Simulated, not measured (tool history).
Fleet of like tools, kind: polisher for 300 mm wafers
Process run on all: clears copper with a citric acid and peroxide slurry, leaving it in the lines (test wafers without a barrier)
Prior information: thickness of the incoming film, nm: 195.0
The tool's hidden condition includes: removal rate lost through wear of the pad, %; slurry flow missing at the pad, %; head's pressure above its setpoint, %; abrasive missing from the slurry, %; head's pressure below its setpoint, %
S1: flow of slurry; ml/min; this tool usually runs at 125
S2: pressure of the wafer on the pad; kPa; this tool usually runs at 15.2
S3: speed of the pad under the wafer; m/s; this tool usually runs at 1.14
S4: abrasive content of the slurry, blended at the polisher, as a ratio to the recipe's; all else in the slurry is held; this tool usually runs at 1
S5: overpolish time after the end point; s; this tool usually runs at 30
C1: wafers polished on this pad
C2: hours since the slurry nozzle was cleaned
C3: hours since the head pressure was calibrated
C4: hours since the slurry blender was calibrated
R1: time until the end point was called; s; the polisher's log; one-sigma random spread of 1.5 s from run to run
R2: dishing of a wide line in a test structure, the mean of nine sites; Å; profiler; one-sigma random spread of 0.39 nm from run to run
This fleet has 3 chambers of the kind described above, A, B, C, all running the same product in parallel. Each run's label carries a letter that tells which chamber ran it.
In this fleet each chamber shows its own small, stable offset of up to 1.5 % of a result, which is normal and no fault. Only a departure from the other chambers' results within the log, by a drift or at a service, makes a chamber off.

run   hour   S1    S2    S3   S4  S5    C1     C2     C3     C4      R1      R2
 1A   10.1  125  15.2  1.14    1  30  1448  259.7  381.8  246.3   88.16  340.01
 2C   23.4  125  15.2  1.14    1  30   493  296.1  570.4     67  89.526  348.62
 3B   31.8  125  15.2  1.14    1  30   259  348.3  537.8  254.4  89.908   335.9
      38.3  -- chamber C: worn pad replaced by a new one
        42  -- chamber A: worn pad replaced by a new one
 4B     45  125  15.2  1.14    1  30   326  361.5    551  267.6   90.33  341.72
 5A   57.8  125  15.2  1.48    1  30    80  307.4  429.5    294  70.167  385.04
 6C   65.7  125  15.2  1.48    1  30   139  338.4  612.7  109.3  68.559  402.05
 7C   75.7  125  15.2  1.48    1  30   190  348.4  622.7  119.3  70.231  393.74
 8A   83.6  110  15.2  1.14    1  14   212  333.2  455.3  319.8  92.021  194.68
 9B   90.9  110  15.2  1.14    1  14   560  407.4  596.9  313.5  94.491  187.43
10B  101.2  110  15.2  1.14    1  14   612  417.7  607.2  323.8   95.17  187.84
11C    108  125  15.2  1.14  0.8  30   355  380.7    655  151.6  92.929  334.78
12A  113.9  125  15.2  1.14  0.8  30   366  363.5  485.6  350.1  93.441  338.68
     118.3  -- chamber A: slurry blender recalibrated
13B  124.8  125  15.2  1.14  0.8  30   732  441.3  630.8  347.4  95.518  328.72
14A  133.4  125  15.2  1.14    1  30   465    383  505.1   15.1   89.86  343.52
15C  140.1  125  15.2  1.14    1  30   518  412.8  687.1  183.7  91.661  343.35
     144.3  -- chamber C: slurry blender recalibrated
16B    147  125  15.2  1.14    1  30   845  463.5    653  369.6   93.25  323.36
17C  156.1  125  15.2  1.14    1  30   600  428.8  703.1   11.9  93.221  342.43
     162.1  -- chamber C: worn pad replaced by a new one
18A  164.7  125  15.2  1.14    1  30   625  414.3  536.4   46.4  90.245  342.88
     166.2  -- chamber B: worn pad replaced by a new one
     173.1  -- chamber B: slurry blender recalibrated
19A  173.6  125  15.2  1.14    1  30   670  423.2  545.3   55.3  89.054  351.78
20C  185.5  125  15.2  1.14    1  30   119  458.2  732.5   41.3  90.384  346.54
21B  192.7  125  15.2  1.14    1  30   135  509.2  698.7   19.6  95.881  325.42
22A    203  125  15.2  1.14    1  30   820  452.6  574.7   84.7  89.074  339.41
23B  214.5   95  15.2  1.14    1  30   246    531  720.5   41.4  100.55  313.64
     219.3  -- chamber A: head pressure recalibrated
24C  222.7   95  15.2  1.14    1  30   309  495.4  769.7   78.5  95.394  331.82
25B  229.1   95  15.2  1.14    1  30   320  545.6  735.1     56  100.29  303.18
26A  236.9  125  15.2  1.14    1  30   992  486.5   17.7  118.6  87.223   347.6
     237.1  -- chamber C: head pressure recalibrated
27C  247.3  125  15.2  1.14    1  30   434    520   10.3  103.1  91.083  339.41
28B  258.9  125  15.2  1.14    1  30   472  575.4  764.9   85.8  96.499  315.58

All chambers now run identical settings, listed one chamber a line with results as question marks. What results will each chamber show?
29A  268.7  125  15.2  1.14   1  30                   ?   ?
29B  268.7  125  15.2  1.14   1  30                   ?   ?
29C  268.7  125  15.2  1.14   1  30                   ?   ?

run      R1      R2
29A  92.061  341.36
29B  100.74   314.6
29C  92.136  336.03
